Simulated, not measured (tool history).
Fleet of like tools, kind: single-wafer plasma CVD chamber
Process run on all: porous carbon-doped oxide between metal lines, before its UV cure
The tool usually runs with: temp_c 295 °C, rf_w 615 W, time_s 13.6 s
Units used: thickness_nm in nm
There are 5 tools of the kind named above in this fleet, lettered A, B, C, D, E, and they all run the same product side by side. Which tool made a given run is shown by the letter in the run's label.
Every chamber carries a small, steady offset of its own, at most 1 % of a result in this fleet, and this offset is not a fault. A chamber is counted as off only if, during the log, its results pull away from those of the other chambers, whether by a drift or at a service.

run   hour  temp_c  rf_w  time_s  hours since the last thermocouple change  hours since the last RF generator calibration  read-back reference wafer on the same gauge, thickness_nm  thickness_nm
 1A    6.8     295   615    13.6                                    2336.2                                         1952.2                                                     96.389        89.199
 2E   12.2     295   615    13.6                                    1701.3                                          663.2                                                     96.386        89.127
 3B   21.6     295   615    13.6                                    1093.0                                         1150.5                                                     96.352        89.375
 4C   31.4     295   615    13.6                                     961.3                                         1946.0                                                     96.365        88.043
 5D   37.5     295   615    13.6                                     873.3                                         1187.5                                                     96.357        88.435
 6A   46.0     295   615    13.6                                    2375.4                                         1991.4                                                     96.283        88.728
 7E   51.7     295   615    13.6                                    1740.8                                          702.7                                                     96.302        89.064
 8B   60.8     295   615    13.6                                    1132.2                                         1189.7                                                     96.285        89.399
 9D   66.8     295   615    13.6                                     902.6                                         1216.8                                                     96.272        88.354
10C   72.9     295   615    13.6                                    1002.8                                         1987.5                                                     96.251        87.944
11D   78.9     295   615    13.6                                     914.7                                         1228.9                                                     96.274        88.207
12C   86.1     295   615    13.6                                    1016.0                                         2000.7                                                     96.265        88.100
13E   91.6     295   615    11.6                                    1780.7                                          742.6                                                     96.226        76.446
14B   98.0     295   615    11.6                                    1169.4                                         1226.9                                                     96.268        76.844
15A  103.6     295   615    11.6                                    2433.0                                         2049.0                                                     96.241        76.220
16D  110.3     295   615    11.6                                     946.1                                         1260.3                                                     96.201        75.824
17C  118.5     295   615    11.6                                    1048.4                                         2033.1                                                     96.188        75.643
18B  126.1     295   615    13.6                                    1197.5                                         1255.0                                                     96.208        89.421
19A  131.4     281   580    13.6                                    2460.8                                         2076.8                                                     96.124        93.099
     136.6  -- chamber A: RF generator calibrated
20E  139.4     281   580    13.6                                    1828.5                                          790.4                                                     96.201        93.242
21B  148.9     281   580    13.6                                    1220.3                                         1277.8                                                     96.127        93.581
22A  157.2     281   580    13.6                                    2486.6                                           20.7                                                     96.122        92.849
23C  164.9     281   580    13.6                                    1094.8                                         2079.5                                                     96.137        91.981
24D  170.2     295   615    13.6                                    1006.0                                         1320.2                                                     96.123        87.995
25E  180.3     295   615    13.6                                    1869.4                                          831.3                                                     96.095        89.092
26E  186.1     281   615    13.6                                    1875.2                                          837.1                                                     96.072        96.659
27C  195.4     281   615    13.6                                    1125.3                                         2110.0                                                     96.107        95.546
28B  204.7     281   615    13.6                                    1276.1                                         1333.6                                                     96.023        97.138
29D  212.4     281   615    13.6                                    1048.2                                         1362.4                                                     96.003        95.950
30A  217.3     281   615    13.6                                    2546.7                                           80.8                                                     96.051        96.531
31D  227.1     295   615    13.6                                    1062.9                                         1377.1                                                     96.024        88.014
32E  233.0     295   615    13.6                                    1922.1                                          884.0                                                     95.982        88.681
33C  241.4     295   615    13.6                                    1171.3                                         2156.0                                                     95.948        87.749
34A  251.5     295   615    13.6                                    2580.9                                          115.0                                                     95.972        88.510
35B  256.3     295   615    13.6                                    1327.7                                         1385.2                                                     95.974        89.159
36E  265.8     295   615    13.6                                    1954.9                                          916.8                                                     95.936        88.996
     268.4  -- chamber C: RF generator calibrated
37D  274.4     295   615    13.6                                    1110.2                                         1424.4                                                     95.958        88.059
38B  284.8     295   615    13.6                                    1356.2                                         1413.7                                                     95.922        88.954
39A  289.4     295   615    13.6                                    2618.8                                          152.9                                                     95.916        88.554
40C  297.8     295   615    13.6                                    1227.7                                           29.4                                                     95.930        87.842
41B  308.2     305   555    13.6                                    1379.6                                         1437.1                                                     95.895        78.538
42C  318.6     305   555    13.6                                    1248.5                                           50.2                                                     95.884        77.801
43A  328.4     305   555    13.6                                    2657.8                                          191.9                                                     95.839        78.485
44E  335.1     305   555    13.6                                    2024.2                                          986.1                                                     95.860        78.430

The same settings go to every chamber for the next run, one line per chamber below. Forecast the results for each:
45A  342.6     304   615    13.6                                                                                                                                                                 ?
45B  342.6     304   615    13.6                                                                                                                                                                 ?
45C  342.6     304   615    13.6                                                                                                                                                                 ?
45D  342.6     304   615    13.6                                                                                                                                                                 ?
45E  342.6     304   615    13.6                                                                                                                                                                 ?

run  thickness_nm
45A        84.216
45B        84.462
45C        83.465
45D        83.300
45E        84.342
